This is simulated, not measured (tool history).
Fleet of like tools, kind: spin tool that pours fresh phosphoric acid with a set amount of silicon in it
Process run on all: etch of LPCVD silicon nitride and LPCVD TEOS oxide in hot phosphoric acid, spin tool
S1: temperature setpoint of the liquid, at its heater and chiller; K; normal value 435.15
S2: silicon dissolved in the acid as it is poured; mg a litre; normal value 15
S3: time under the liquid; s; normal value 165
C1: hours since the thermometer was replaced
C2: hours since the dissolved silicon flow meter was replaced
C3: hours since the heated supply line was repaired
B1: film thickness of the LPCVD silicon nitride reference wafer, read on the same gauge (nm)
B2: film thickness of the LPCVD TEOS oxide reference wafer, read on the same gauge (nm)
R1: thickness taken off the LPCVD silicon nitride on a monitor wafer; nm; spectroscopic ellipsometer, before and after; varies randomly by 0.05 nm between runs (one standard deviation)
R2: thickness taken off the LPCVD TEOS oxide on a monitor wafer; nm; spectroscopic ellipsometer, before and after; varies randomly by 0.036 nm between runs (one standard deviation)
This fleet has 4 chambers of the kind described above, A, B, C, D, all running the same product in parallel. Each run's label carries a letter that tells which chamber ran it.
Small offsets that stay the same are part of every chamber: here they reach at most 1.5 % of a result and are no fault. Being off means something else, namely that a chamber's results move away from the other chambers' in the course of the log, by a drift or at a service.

{"run": "1C", "hour": 5.8, "S1": 435.15, "S2": 15, "S3": 165, "C1": 97.3, "C2": 324, "C3": 212, "B1": 150, "B2": 139.99, "R1": 14.398, "R2": 0.47809}
{"hour": 12.1, "done": "chamber A: heated supply line repaired"}
{"run": "2D", "hour": 14.0, "S1": 435.15, "S2": 15, "S3": 165, "C1": 408.3, "C2": 1008, "C3": 2870.6, "B1": 150.01, "B2": 139.99, "R1": 14.42, "R2": 0.47822}
{"run": "3B", "hour": 25.6, "S1": 435.15, "S2": 15, "S3": 165, "C1": 674.7, "C2": 836.7, "C3": 774.9, "B1": 150, "B2": 140, "R1": 14.42, "R2": 0.4797}
{"run": "4A", "hour": 33.8, "S1": 435.15, "S2": 15, "S3": 165, "C1": 1106.6, "C2": 1857.9, "C3": 21.8, "B1": 150.01, "B2": 139.99, "R1": 14.653, "R2": 0.43558}
{"run": "5C", "hour": 46.5, "S1": 435.15, "S2": 6, "S3": 80, "C1": 138, "C2": 364.7, "C3": 252.7, "B1": 150.02, "B2": 140.01, "R1": 6.9475, "R2": 0.27317}
{"run": "6D", "hour": 58.2, "S1": 435.15, "S2": 6, "S3": 80, "C1": 452.5, "C2": 1052.2, "C3": 2914.8, "B1": 149.98, "B2": 140, "R1": 6.9808, "R2": 0.2597}
{"run": "7B", "hour": 63.9, "S1": 435.15, "S2": 6, "S3": 80, "C1": 713, "C2": 875, "C3": 813.2, "B1": 150, "B2": 140.03, "R1": 6.9922, "R2": 0.25488}
{"run": "8A", "hour": 72.1, "S1": 435.15, "S2": 6, "S3": 80, "C1": 1144.9, "C2": 1896.2, "C3": 60.1, "B1": 150, "B2": 139.99, "R1": 7.07, "R2": 0.26751}
{"hour": 79.8, "done": "chamber D: heated supply line repaired"}
{"run": "9A", "hour": 81.9, "S1": 435.15, "S2": 15, "S3": 165, "C1": 1154.7, "C2": 1906, "C3": 69.9, "B1": 150, "B2": 139.99, "R1": 14.759, "R2": 0.45241}
{"hour": 89.1, "done": "chamber B: dissolved silicon flow meter replaced"}
{"run": "10B", "hour": 91.2, "S1": 435.15, "S2": 15, "S3": 165, "C1": 740.3, "C2": 2.1, "C3": 840.5, "B1": 150, "B2": 139.99, "R1": 14.462, "R2": 0.45839}
{"run": "11C", "hour": 97.4, "S1": 435.15, "S2": 15, "S3": 165, "C1": 188.9, "C2": 415.6, "C3": 303.6, "B1": 149.99, "B2": 139.99, "R1": 14.379, "R2": 0.44398}
{"run": "12D", "hour": 105.7, "S1": 435.15, "S2": 15, "S3": 165, "C1": 500, "C2": 1099.7, "C3": 25.9, "B1": 150, "B2": 140.03, "R1": 14.484, "R2": 0.41375}
{"run": "13A", "hour": 114.7, "S1": 435.15, "S2": 15, "S3": 165, "C1": 1187.5, "C2": 1938.8, "C3": 102.7, "B1": 150.01, "B2": 140.01, "R1": 14.768, "R2": 0.48914}
{"run": "14B", "hour": 127.3, "S1": 435.15, "S2": 15, "S3": 165, "C1": 776.4, "C2": 38.2, "C3": 876.6, "B1": 149.99, "B2": 140, "R1": 14.491, "R2": 0.4644}
{"hour": 129.4, "done": "chamber B: thermometer replaced"}
{"hour": 134.8, "done": "chamber A: thermometer replaced"}
{"run": "15C", "hour": 139.5, "S1": 435.15, "S2": 15, "S3": 165, "C1": 231, "C2": 457.7, "C3": 345.7, "B1": 149.99, "B2": 140, "R1": 14.411, "R2": 0.5571}
{"run": "16D", "hour": 145.4, "S1": 435.15, "S2": 5.5, "S3": 95, "C1": 539.7, "C2": 1139.4, "C3": 65.6, "B1": 150, "B2": 140.01, "R1": 8.3557, "R2": 0.34025}
{"hour": 151.2, "done": "chamber D: dissolved silicon flow meter replaced"}
{"run": "17C", "hour": 156.6, "S1": 435.15, "S2": 5.5, "S3": 95, "C1": 248.1, "C2": 474.8, "C3": 362.8, "B1": 150, "B2": 140, "R1": 8.2752, "R2": 0.28279}
{"hour": 158.5, "done": "chamber D: thermometer replaced"}
{"run": "18B", "hour": 163.4, "S1": 435.15, "S2": 5.5, "S3": 95, "C1": 34.1, "C2": 74.3, "C3": 912.7, "B1": 149.99, "B2": 139.99, "R1": 8.3759, "R2": 0.32947}
{"run": "19D", "hour": 176.2, "S1": 435.15, "S2": 5.5, "S3": 95, "C1": 17.7, "C2": 25, "C3": 96.4, "B1": 149.98, "B2": 140.01, "R1": 8.3618, "R2": 0.34868}
{"run": "20A", "hour": 185.1, "S1": 435.15, "S2": 15, "S3": 165, "C1": 50.4, "C2": 2009.2, "C3": 173.1, "B1": 150, "B2": 140.01, "R1": 14.7, "R2": 0.48733}
{"run": "21A", "hour": 193.7, "S1": 435.15, "S2": 15, "S3": 165, "C1": 59, "C2": 2017.8, "C3": 181.7, "B1": 150.01, "B2": 139.98, "R1": 14.75, "R2": 0.40515}
{"run": "22B", "hour": 201.1, "S1": 435.15, "S2": 15, "S3": 165, "C1": 71.8, "C2": 112, "C3": 950.4, "B1": 150, "B2": 140.02, "R1": 14.489, "R2": 0.51793}
{"run": "23D", "hour": 210.6, "S1": 435.15, "S2": 15, "S3": 165, "C1": 52.1, "C2": 59.4, "C3": 130.8, "B1": 149.98, "B2": 140, "R1": 14.58, "R2": 0.50505}
{"run": "24C", "hour": 222.8, "S1": 435.15, "S2": 15, "S3": 165, "C1": 314.3, "C2": 541, "C3": 429, "B1": 149.99, "B2": 139.97, "R1": 14.352, "R2": 0.4766}
{"run": "25C", "hour": 229.9, "S1": 435.15, "S2": 15, "S3": 165, "C1": 321.4, "C2": 548.1, "C3": 436.1, "B1": 150, "B2": 140, "R1": 14.384, "R2": 0.46827}
{"run": "26A", "hour": 240.7, "S1": 435.15, "S2": 15, "S3": 165, "C1": 106, "C2": 2064.8, "C3": 228.7, "B1": 149.97, "B2": 140.01, "R1": 14.664, "R2": 0.46273}
{"run": "27D", "hour": 249.5, "S1": 435.15, "S2": 15, "S3": 100, "C1": 91, "C2": 98.3, "C3": 169.7, "B1": 150, "B2": 140, "R1": 8.7848, "R2": 0.25239}
{"run": "28B", "hour": 255.5, "S1": 435.15, "S2": 15, "S3": 100, "C1": 126.2, "C2": 166.4, "C3": 1004.8, "B1": 149.97, "B2": 139.99, "R1": 8.7444, "R2": 0.25227}
{"run": "29B", "hour": 263.8, "S1": 435.15, "S2": 15, "S3": 100, "C1": 134.5, "C2": 174.7, "C3": 1013.1, "B1": 149.98, "B2": 140, "R1": 8.7816, "R2": 0.23296}
{"run": "30D", "hour": 270.8, "S1": 435.15, "S2": 15, "S3": 100, "C1": 112.3, "C2": 119.6, "C3": 191, "B1": 149.99, "B2": 139.99, "R1": 8.7426, "R2": 0.29871}
{"run": "31A", "hour": 283.4, "S1": 435.15, "S2": 11, "S3": 165, "C1": 148.7, "C2": 2107.5, "C3": 271.4, "B1": 150.01, "B2": 140.01, "R1": 14.718, "R2": 0.51411}
{"run": "32C", "hour": 295.7, "S1": 435.15, "S2": 11, "S3": 165, "C1": 387.2, "C2": 613.9, "C3": 501.9, "B1": 149.98, "B2": 140, "R1": 14.385, "R2": 0.57497}
{"run": "33B", "hour": 306.5, "S1": 435.15, "S2": 11, "S3": 165, "C1": 177.2, "C2": 217.4, "C3": 1055.8, "B1": 150, "B2": 140.03, "R1": 14.382, "R2": 0.45079}
{"run": "34C", "hour": 315.1, "S1": 435.15, "S2": 11, "S3": 165, "C1": 406.6, "C2": 633.3, "C3": 521.3, "B1": 150.02, "B2": 140, "R1": 14.313, "R2": 0.52694}
{"run": "35A", "hour": 322.7, "S1": 435.15, "S2": 18.5, "S3": 165, "C1": 188, "C2": 2146.8, "C3": 310.7, "B1": 150, "B2": 139.99, "R1": 14.664, "R2": 0.44371}
{"run": "36D", "hour": 333.4, "S1": 435.15, "S2": 18.5, "S3": 165, "C1": 174.9, "C2": 182.2, "C3": 253.6, "B1": 149.99, "B2": 140, "R1": 14.534, "R2": 0.41329}
{"run": "37C", "hour": 339.5, "S1": 435.15, "S2": 18.5, "S3": 165, "C1": 431, "C2": 657.7, "C3": 545.7, "B1": 150.01, "B2": 140.01, "R1": 14.357, "R2": 0.41618}
{"run": "38A", "hour": 351.1, "S1": 435.15, "S2": 18.5, "S3": 165, "C1": 216.4, "C2": 2175.2, "C3": 339.1, "B1": 149.99, "B2": 140, "R1": 14.711, "R2": 0.44587}
{"run": "39B", "hour": 362.5, "S1": 435.15, "S2": 15, "S3": 165, "C1": 233.2, "C2": 273.4, "C3": 1111.8, "B1": 150.01, "B2": 140, "R1": 14.434, "R2": 0.50686}
{"run": "40D", "hour": 372.1, "S1": 435.15, "S2": 15, "S3": 165, "C1": 213.6, "C2": 220.9, "C3": 292.3, "B1": 149.99, "B2": 140, "R1": 14.486, "R2": 0.49539}
{"run": "41B", "hour": 380.2, "S1": 435.15, "S2": 15, "S3": 165, "C1": 250.9, "C2": 291.1, "C3": 1129.5, "B1": 150, "B2": 140.02, "R1": 14.432, "R2": 0.42632}

Each of the 4 chambers runs these same settings next. Fill in every chamber's results:
{"run": "42A", "hour": 389.5, "S1": 434.15, "S2": 15, "S3": 165, "R1": "?", "R2": "?"}
{"run": "42B", "hour": 389.5, "S1": 434.15, "S2": 15, "S3": 165, "R1": "?", "R2": "?"}
{"run": "42C", "hour": 389.5, "S1": 434.15, "S2": 15, "S3": 165, "R1": "?", "R2": "?"}
{"run": "42D", "hour": 389.5, "S1": 434.15, "S2": 15, "S3": 165, "R1": "?", "R2": "?"}

run=42A R1=14.289 R2=0.4799
run=42B R1=13.959 R2=0.43849
run=42C R1=13.932 R2=0.41401
run=42D R1=14.027 R2=0.41142

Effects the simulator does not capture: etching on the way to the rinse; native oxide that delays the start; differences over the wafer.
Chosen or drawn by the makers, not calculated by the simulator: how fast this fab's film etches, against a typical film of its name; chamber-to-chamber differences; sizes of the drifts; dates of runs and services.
